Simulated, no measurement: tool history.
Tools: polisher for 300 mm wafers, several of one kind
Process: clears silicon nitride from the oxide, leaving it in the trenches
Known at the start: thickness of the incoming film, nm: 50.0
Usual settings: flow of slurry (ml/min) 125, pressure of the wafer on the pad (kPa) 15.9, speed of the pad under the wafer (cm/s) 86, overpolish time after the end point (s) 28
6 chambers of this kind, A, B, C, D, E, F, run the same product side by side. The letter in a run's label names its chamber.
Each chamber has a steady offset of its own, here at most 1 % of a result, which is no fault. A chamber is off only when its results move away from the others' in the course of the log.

| run | hour | flow of slurry (ml/min) | pressure of the wafer on the pad (kPa) | speed of the pad under the wafer (cm/s) | overpolish time after the end point (s) | time until the end point was called (s) |
|---|---|---|---|---|---|---|
| 1F | 6.3 | 125 | 15.9 | 86 | 28 | 74.755 |
|  | 9.1 | chamber B: worn pad replaced by a new one |
|  | 10.1 | chamber D: worn pad replaced by a new one |
| 2C | 13.1 | 125 | 15.9 | 86 | 28 | 77.012 |
| 3D | 20.1 | 125 | 15.9 | 86 | 28 | 74.733 |
| 4A | 25 | 125 | 15.9 | 86 | 28 | 76.394 |
| 5B | 31.6 | 125 | 15.9 | 86 | 28 | 74.679 |
| 6E | 35.9 | 125 | 15.9 | 86 | 28 | 77.753 |
|  | 36.2 | chamber A: slurry nozzle cleaned |
| 7A | 42.8 | 125 | 15.9 | 86 | 28 | 76.226 |
| 8C | 46.9 | 125 | 15.9 | 86 | 28 | 76.678 |
| 9E | 51.4 | 125 | 15.9 | 86 | 28 | 73.406 |
|  | 53 | chamber A: head pressure recalibrated |
| 10B | 58.9 | 125 | 15.9 | 86 | 28 | 75.536 |
|  | 63.9 | chamber E: worn pad replaced by a new one |
| 11D | 64.5 | 125 | 15.9 | 86 | 28 | 75.382 |
|  | 71.5 | chamber C: worn pad replaced by a new one |
| 12F | 72.2 | 125 | 15.9 | 86 | 28 | 75.6 |
|  | 74.2 | chamber A: worn pad replaced by a new one |
| 13B | 76.3 | 125 | 15.9 | 86 | 28 | 74.511 |
| 14C | 81.1 | 125 | 15.9 | 86 | 28 | 74.602 |
| 15D | 87.1 | 125 | 15.9 | 86 | 28 | 75.332 |
|  | 87.9 | chamber E: slurry nozzle cleaned |
| 16A | 95.4 | 125 | 15.9 | 86 | 28 | 75.671 |
|  | 98.9 | chamber B: slurry nozzle cleaned |
| 17E | 103.4 | 125 | 15.9 | 86 | 28 | 75.461 |
| 18F | 110.6 | 125 | 15.9 | 86 | 28 | 76.204 |
| 19F | 116.8 | 125 | 15.9 | 86 | 28 | 75.649 |
|  | 120 | chamber D: slurry nozzle cleaned |
|  | 122.6 | chamber E: head pressure recalibrated |
| 20C | 124.6 | 125 | 15.9 | 86 | 28 | 77.137 |
|  | 132.9 | chamber E: worn pad replaced by a new one |
| 21D | 133.2 | 125 | 15.9 | 86 | 28 | 74.007 |
| 22E | 137 | 125 | 15.9 | 86 | 28 | 73.545 |
| 23B | 144.3 | 125 | 15.9 | 86 | 28 | 76.825 |
|  | 147.7 | chamber D: worn pad replaced by a new one |
| 24A | 151 | 125 | 15.9 | 86 | 28 | 74.415 |
| 25B | 155.5 | 125 | 15.9 | 86 | 28 | 76.065 |
| 26F | 163.1 | 125 | 15.9 | 86 | 28 | 74.826 |
| 27A | 168.5 | 125 | 15.9 | 86 | 28 | 76.117 |
|  | 171.6 | chamber B: worn pad replaced by a new one |
| 28E | 176.9 | 125 | 15.9 | 86 | 28 | 74.322 |
| 29C | 184.6 | 125 | 15.9 | 86 | 28 | 82.015 |
| 30D | 190.4 | 125 | 15.9 | 86 | 28 | 74.554 |
|  | 191.7 | chamber F: worn pad replaced by a new one |
| 31E | 198.2 | 125 | 15.9 | 86 | 28 | 74.885 |
| 32F | 202.4 | 125 | 15.9 | 86 | 28 | 76.36 |
| 33A | 209.3 | 125 | 15.9 | 86 | 28 | 77.291 |
| 34D | 216.9 | 125 | 15.9 | 86 | 28 | 75.386 |
| 35C | 224 | 125 | 15.9 | 86 | 28 | 82.85 |
| 36B | 228.5 | 125 | 15.9 | 86 | 28 | 75.212 |
| 37D | 235 | 125 | 15.9 | 86 | 28 | 74.526 |
| 38B | 241.9 | 125 | 15.9 | 86 | 28 | 74.568 |
|  | 243.3 | chamber A: worn pad replaced by a new one |
| 39A | 245.9 | 125 | 15.9 | 94 | 28 | 70.94 |

All 6 chambers run these settings next. Forecast each chamber's results:
| 40A | 252 | 125 | 15.9 | 86 | 28 | ? |
| 40B | 252 | 125 | 15.9 | 86 | 28 | ? |
| 40C | 252 | 125 | 15.9 | 86 | 28 | ? |
| 40D | 252 | 125 | 15.9 | 86 | 28 | ? |
| 40E | 252 | 125 | 15.9 | 86 | 28 | ? |
| 40F | 252 | 125 | 15.9 | 86 | 28 | ? |

| run | time until the end point was called (s) |
|---|---|
| 40A | 76.014 |
| 40B | 75.805 |
| 40C | 83.602 |
| 40D | 75.412 |
| 40E | 73.882 |
| 40F | 73.753 |
